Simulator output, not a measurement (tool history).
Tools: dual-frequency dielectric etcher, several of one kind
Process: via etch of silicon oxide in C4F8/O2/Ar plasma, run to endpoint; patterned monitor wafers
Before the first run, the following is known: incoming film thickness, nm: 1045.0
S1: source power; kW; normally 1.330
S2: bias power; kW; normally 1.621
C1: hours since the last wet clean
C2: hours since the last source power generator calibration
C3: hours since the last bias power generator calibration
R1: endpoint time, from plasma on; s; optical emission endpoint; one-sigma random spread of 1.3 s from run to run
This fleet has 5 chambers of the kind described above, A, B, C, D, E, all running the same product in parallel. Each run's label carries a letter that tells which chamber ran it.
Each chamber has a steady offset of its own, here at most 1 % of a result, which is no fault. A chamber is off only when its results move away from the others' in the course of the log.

{"run": "1A", "hour": 3.9, "S1": 1.33, "S2": 1.621, "C1": 250.1, "C2": 168.2, "C3": 1716.6, "R1": 261.16}
{"run": "2B", "hour": 8.3, "S1": 1.33, "S2": 1.621, "C1": 191.9, "C2": 286.5, "C3": 2383.7, "R1": 260.1}
{"hour": 11.2, "done": "chamber B: bias power generator calibrated"}
{"run": "3C", "hour": 13.3, "S1": 1.33, "S2": 1.621, "C1": 425.8, "C2": 162.3, "C3": 3278.4, "R1": 257.02}
{"run": "4D", "hour": 20.5, "S1": 1.33, "S2": 1.621, "C1": 368.5, "C2": 1315.0, "C3": 1863.2, "R1": 258.5}
{"run": "5E", "hour": 26.8, "S1": 1.33, "S2": 1.621, "C1": 141.4, "C2": 1642.5, "C3": 2539.9, "R1": 259.6}
{"run": "6A", "hour": 31.6, "S1": 1.33, "S2": 1.621, "C1": 277.8, "C2": 195.9, "C3": 1744.3, "R1": 259.87}
{"run": "7C", "hour": 37.1, "S1": 1.33, "S2": 1.621, "C1": 449.6, "C2": 186.1, "C3": 3302.2, "R1": 259.0}
{"run": "8B", "hour": 43.1, "S1": 1.33, "S2": 1.621, "C1": 226.7, "C2": 321.3, "C3": 32.0, "R1": 260.77}
{"run": "9E", "hour": 49.6, "S1": 1.33, "S2": 1.621, "C1": 164.2, "C2": 1665.3, "C3": 2562.7, "R1": 258.74}
{"run": "10D", "hour": 56.0, "S1": 1.33, "S2": 1.621, "C1": 404.0, "C2": 1350.5, "C3": 1898.7, "R1": 256.24}
{"run": "11E", "hour": 62.0, "S1": 1.33, "S2": 1.621, "C1": 176.6, "C2": 1677.7, "C3": 2575.1, "R1": 256.62}
{"run": "12D", "hour": 69.4, "S1": 1.33, "S2": 1.621, "C1": 417.4, "C2": 1363.9, "C3": 1912.1, "R1": 258.16}
{"run": "13C", "hour": 75.4, "S1": 1.33, "S2": 1.621, "C1": 487.9, "C2": 224.4, "C3": 3340.5, "R1": 259.42}
{"run": "14A", "hour": 80.1, "S1": 1.33, "S2": 1.973, "C1": 326.3, "C2": 244.4, "C3": 1792.8, "R1": 246.02}
{"run": "15B", "hour": 85.6, "S1": 1.33, "S2": 1.973, "C1": 269.2, "C2": 363.8, "C3": 74.5, "R1": 243.62}
{"run": "16A", "hour": 91.8, "S1": 1.33, "S2": 1.973, "C1": 338.0, "C2": 256.1, "C3": 1804.5, "R1": 247.64}
{"run": "17B", "hour": 97.4, "S1": 1.33, "S2": 1.973, "C1": 281.0, "C2": 375.6, "C3": 86.3, "R1": 245.62}
{"run": "18D", "hour": 102.4, "S1": 1.33, "S2": 1.973, "C1": 450.4, "C2": 1396.9, "C3": 1945.1, "R1": 246.19}
{"run": "19C", "hour": 108.3, "S1": 1.33, "S2": 1.621, "C1": 520.8, "C2": 257.3, "C3": 3373.4, "R1": 258.69}
{"run": "20E", "hour": 114.9, "S1": 1.33, "S2": 1.621, "C1": 229.5, "C2": 1730.6, "C3": 2628.0, "R1": 258.14}
{"run": "21E", "hour": 121.9, "S1": 1.33, "S2": 1.621, "C1": 236.5, "C2": 1737.6, "C3": 2635.0, "R1": 258.15}
{"run": "22A", "hour": 125.4, "S1": 1.33, "S2": 1.621, "C1": 371.6, "C2": 289.7, "C3": 1838.1, "R1": 261.95}
{"run": "23C", "hour": 129.7, "S1": 1.33, "S2": 1.621, "C1": 542.2, "C2": 278.7, "C3": 3394.8, "R1": 258.82}
{"run": "24D", "hour": 135.0, "S1": 1.33, "S2": 1.621, "C1": 483.0, "C2": 1429.5, "C3": 1977.7, "R1": 262.11}
{"run": "25B", "hour": 142.0, "S1": 1.33, "S2": 1.621, "C1": 325.6, "C2": 420.2, "C3": 130.9, "R1": 257.03}
{"run": "26D", "hour": 147.0, "S1": 1.33, "S2": 1.943, "C1": 495.0, "C2": 1441.5, "C3": 1989.7, "R1": 249.31}
{"hour": 147.8, "done": "chamber C: wet clean of the chamber"}
{"run": "27E", "hour": 150.3, "S1": 1.33, "S2": 1.943, "C1": 264.9, "C2": 1766.0, "C3": 2663.4, "R1": 245.07}
{"run": "28B", "hour": 156.8, "S1": 1.33, "S2": 1.943, "C1": 340.4, "C2": 435.0, "C3": 145.7, "R1": 245.46}
{"run": "29A", "hour": 162.9, "S1": 1.33, "S2": 1.943, "C1": 409.1, "C2": 327.2, "C3": 1875.6, "R1": 246.46}
{"run": "30C", "hour": 166.8, "S1": 1.33, "S2": 1.943, "C1": 19.0, "C2": 315.8, "C3": 3431.9, "R1": 243.92}
{"run": "31C", "hour": 173.0, "S1": 1.33, "S2": 1.621, "C1": 25.2, "C2": 322.0, "C3": 3438.1, "R1": 258.73}
{"run": "32B", "hour": 179.1, "S1": 1.33, "S2": 1.621, "C1": 362.7, "C2": 457.3, "C3": 168.0, "R1": 257.99}
{"run": "33D", "hour": 184.8, "S1": 1.55, "S2": 1.813, "C1": 532.8, "C2": 1479.3, "C3": 2027.5, "R1": 243.74}
{"run": "34A", "hour": 191.0, "S1": 1.55, "S2": 1.813, "C1": 437.2, "C2": 355.3, "C3": 1903.7, "R1": 234.82}
{"run": "35E", "hour": 198.3, "S1": 1.55, "S2": 1.813, "C1": 312.9, "C2": 1814.0, "C3": 2711.4, "R1": 235.64}
{"run": "36A", "hour": 205.0, "S1": 1.55, "S2": 1.813, "C1": 451.2, "C2": 369.3, "C3": 1917.7, "R1": 237.76}
{"run": "37C", "hour": 209.9, "S1": 1.55, "S2": 1.813, "C1": 62.1, "C2": 358.9, "C3": 3475.0, "R1": 235.6}
{"run": "38E", "hour": 216.4, "S1": 1.33, "S2": 1.621, "C1": 331.0, "C2": 1832.1, "C3": 2729.5, "R1": 259.02}
{"run": "39B", "hour": 221.6, "S1": 1.33, "S2": 1.621, "C1": 405.2, "C2": 499.8, "C3": 210.5, "R1": 260.51}
{"run": "40D", "hour": 227.6, "S1": 1.33, "S2": 1.621, "C1": 575.6, "C2": 1522.1, "C3": 2070.3, "R1": 267.9}
{"run": "41E", "hour": 234.6, "S1": 1.33, "S2": 1.621, "C1": 349.2, "C2": 1850.3, "C3": 2747.7, "R1": 259.63}

One chamber off, gauge drift, or nothing amiss beyond the chambers' own small offsets? If it is a chamber, which one, and what is the likeliest cause?

Little by little, chamber D moves away from the other chambers.
Cause: etch rate under this chamber's usual, % = 4.69.

Which of the 4 candidates below, each the usual settings with something changed and its results left as question marks, puts chamber D back in line with what the other chambers give on the usual settings?
In line means no further than this from the other chambers' mean on the usual settings: R1 4.50 s
{"run": "42D-1", "hour": 239.9, "S1": 1.24, "S2": 1.541, "R1": "?"}
{"run": "42D-2", "hour": 239.9, "S1": 1.47, "S2": 1.621, "R1": "?"}
{"run": "42D-3", "hour": 239.9, "S1": 1.35, "S2": 1.642, "R1": "?"}
{"run": "42D-4", "hour": 239.9, "S1": 1.31, "S2": 1.6, "R1": "?"}

Average result of the remaining chambers running the usual settings: R1 258.85 s
run=42D-1 R1=281.50
run=42D-2 R1=259.02
run=42D-3 R1=267.16
run=42D-4 R1=272.41
42D-2 brings the chamber back in line.
